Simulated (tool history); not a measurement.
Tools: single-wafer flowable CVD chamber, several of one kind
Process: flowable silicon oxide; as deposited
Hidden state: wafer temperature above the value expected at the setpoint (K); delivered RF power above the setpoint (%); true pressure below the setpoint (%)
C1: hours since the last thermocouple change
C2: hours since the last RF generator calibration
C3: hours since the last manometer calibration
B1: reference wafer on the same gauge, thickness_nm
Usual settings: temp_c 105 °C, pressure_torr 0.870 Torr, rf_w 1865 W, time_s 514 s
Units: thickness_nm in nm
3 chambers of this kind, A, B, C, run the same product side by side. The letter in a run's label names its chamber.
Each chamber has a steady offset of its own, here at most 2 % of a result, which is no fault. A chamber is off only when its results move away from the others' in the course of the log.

run 1C hour=5.1 | temp_c=105 pressure_torr=0.870 rf_w=1865 time_s=514 | C1=2445.2 C2=734.2 C3=864.2 | B1=331.13 | thickness_nm=292.82
run 2B hour=7.7 | temp_c=105 pressure_torr=0.870 rf_w=1865 time_s=514 | C1=1017.2 C2=486.8 C3=115.6 | B1=330.72 | thickness_nm=289.05
run 3A hour=12.8 | temp_c=105 pressure_torr=0.870 rf_w=1865 time_s=514 | C1=397.0 C2=662.7 C3=750.9 | B1=331.13 | thickness_nm=288.51
-- hour=14.2 chamber B: thermocouple changed; heater temperature recalibrated
run 4C hour=17.1 | temp_c=105 pressure_torr=0.870 rf_w=1865 time_s=514 | C1=2457.2 C2=746.2 C3=876.2 | B1=330.83 | thickness_nm=296.39
run 5B hour=20.9 | temp_c=105 pressure_torr=0.870 rf_w=1865 time_s=514 | C1=6.7 C2=500.0 C3=128.8 | B1=331.07 | thickness_nm=285.69
run 6A hour=23.8 | temp_c=105 pressure_torr=0.870 rf_w=1865 time_s=514 | C1=408.0 C2=673.7 C3=761.9 | B1=331.10 | thickness_nm=288.30
run 7B hour=26.6 | temp_c=105 pressure_torr=0.870 rf_w=1865 time_s=514 | C1=12.4 C2=505.7 C3=134.5 | B1=331.02 | thickness_nm=290.10
run 8C hour=30.6 | temp_c=105 pressure_torr=0.870 rf_w=1865 time_s=514 | C1=2470.7 C2=759.7 C3=889.7 | B1=330.90 | thickness_nm=295.44
run 9A hour=33.9 | temp_c=105 pressure_torr=0.870 rf_w=1865 time_s=514 | C1=418.1 C2=683.8 C3=772.0 | B1=331.14 | thickness_nm=287.33
run 10C hour=37.9 | temp_c=105 pressure_torr=0.870 rf_w=1865 time_s=514 | C1=2478.0 C2=767.0 C3=897.0 | B1=331.00 | thickness_nm=295.01
run 11A hour=41.6 | temp_c=105 pressure_torr=0.741 rf_w=1865 time_s=553 | C1=425.8 C2=691.5 C3=779.7 | B1=330.94 | thickness_nm=252.68
run 12B hour=45.9 | temp_c=105 pressure_torr=0.741 rf_w=1865 time_s=553 | C1=31.7 C2=525.0 C3=153.8 | B1=331.26 | thickness_nm=252.62
run 13A hour=51.2 | temp_c=105 pressure_torr=0.741 rf_w=1865 time_s=553 | C1=435.4 C2=701.1 C3=789.3 | B1=331.12 | thickness_nm=251.48
run 14B hour=56.4 | temp_c=105 pressure_torr=0.870 rf_w=1865 time_s=514 | C1=42.2 C2=535.5 C3=164.3 | B1=331.08 | thickness_nm=286.14
run 15C hour=61.4 | temp_c=105 pressure_torr=0.870 rf_w=1865 time_s=514 | C1=2501.5 C2=790.5 C3=920.5 | B1=330.97 | thickness_nm=292.39
run 16A hour=65.7 | temp_c=105 pressure_torr=0.870 rf_w=1865 time_s=514 | C1=449.9 C2=715.6 C3=803.8 | B1=331.04 | thickness_nm=288.78
run 17C hour=68.7 | temp_c=105 pressure_torr=0.870 rf_w=1865 time_s=514 | C1=2508.8 C2=797.8 C3=927.8 | B1=330.55 | thickness_nm=294.18
run 18B hour=72.9 | temp_c=105 pressure_torr=0.870 rf_w=1865 time_s=514 | C1=58.7 C2=552.0 C3=180.8 | B1=331.52 | thickness_nm=287.89
run 19B hour=75.8 | temp_c=105 pressure_torr=0.870 rf_w=1865 time_s=514 | C1=61.6 C2=554.9 C3=183.7 | B1=331.30 | thickness_nm=285.47
run 20A hour=81.5 | temp_c=105 pressure_torr=0.870 rf_w=1865 time_s=514 | C1=465.7 C2=731.4 C3=819.6 | B1=330.92 | thickness_nm=287.03
run 21C hour=85.6 | temp_c=105 pressure_torr=0.870 rf_w=1865 time_s=514 | C1=2525.7 C2=814.7 C3=944.7 | B1=331.05 | thickness_nm=294.80
run 22C hour=89.7 | temp_c=105 pressure_torr=0.870 rf_w=1865 time_s=514 | C1=2529.8 C2=818.8 C3=948.8 | B1=330.71 | thickness_nm=292.82
run 23B hour=94.7 | temp_c=105 pressure_torr=0.870 rf_w=1865 time_s=514 | C1=80.5 C2=573.8 C3=202.6 | B1=330.95 | thickness_nm=285.67
run 24A hour=97.3 | temp_c=105 pressure_torr=0.870 rf_w=1865 time_s=514 | C1=481.5 C2=747.2 C3=835.4 | B1=331.03 | thickness_nm=289.07
run 25B hour=99.9 | temp_c=105 pressure_torr=0.870 rf_w=1865 time_s=514 | C1=85.7 C2=579.0 C3=207.8 | B1=330.92 | thickness_nm=288.15
run 26C hour=104.8 | temp_c=105 pressure_torr=0.870 rf_w=1865 time_s=514 | C1=2544.9 C2=833.9 C3=963.9 | B1=330.73 | thickness_nm=294.70
run 27A hour=109.7 | temp_c=105 pressure_torr=0.870 rf_w=1865 time_s=514 | C1=493.9 C2=759.6 C3=847.8 | B1=331.54 | thickness_nm=286.69
run 28C hour=113.9 | temp_c=105 pressure_torr=0.870 rf_w=1865 time_s=514 | C1=2554.0 C2=843.0 C3=973.0 | B1=331.19 | thickness_nm=294.70
run 29A hour=117.7 | temp_c=105 pressure_torr=0.870 rf_w=1865 time_s=514 | C1=501.9 C2=767.6 C3=855.8 | B1=331.01 | thickness_nm=286.30
run 30B hour=122.0 | temp_c=105 pressure_torr=0.870 rf_w=1590 time_s=514 | C1=107.8 C2=601.1 C3=229.9 | B1=331.03 | thickness_nm=274.68
run 31A hour=125.2 | temp_c=105 pressure_torr=0.870 rf_w=1590 time_s=514 | C1=509.4 C2=775.1 C3=863.3 | B1=331.06 | thickness_nm=275.67
run 32C hour=129.5 | temp_c=105 pressure_torr=0.870 rf_w=1590 time_s=514 | C1=2569.6 C2=858.6 C3=988.6 | B1=330.84 | thickness_nm=282.67
run 33B hour=132.7 | temp_c=105 pressure_torr=0.870 rf_w=1865 time_s=514 | C1=118.5 C2=611.8 C3=240.6 | B1=331.27 | thickness_nm=286.59
run 34A hour=138.0 | temp_c=105 pressure_torr=0.870 rf_w=1580 time_s=514 | C1=522.2 C2=787.9 C3=876.1 | B1=331.45 | thickness_nm=273.58
run 35C hour=140.7 | temp_c=105 pressure_torr=0.870 rf_w=1580 time_s=514 | C1=2580.8 C2=869.8 C3=999.8 | B1=331.04 | thickness_nm=282.19
run 36B hour=143.7 | temp_c=105 pressure_torr=0.870 rf_w=1580 time_s=514 | C1=129.5 C2=622.8 C3=251.6 | B1=331.28 | thickness_nm=275.33

All 3 chambers run these settings next. Forecast each chamber's results:
run 37A hour=147.9 | temp_c=105 pressure_torr=0.676 rf_w=1865 time_s=514 | thickness_nm=?
run 37B hour=147.9 | temp_c=105 pressure_torr=0.676 rf_w=1865 time_s=514 | thickness_nm=?
run 37C hour=147.9 | temp_c=105 pressure_torr=0.676 rf_w=1865 time_s=514 | thickness_nm=?

run=37A thickness_nm=206.99
run=37B thickness_nm=207.94
run=37C thickness_nm=212.49
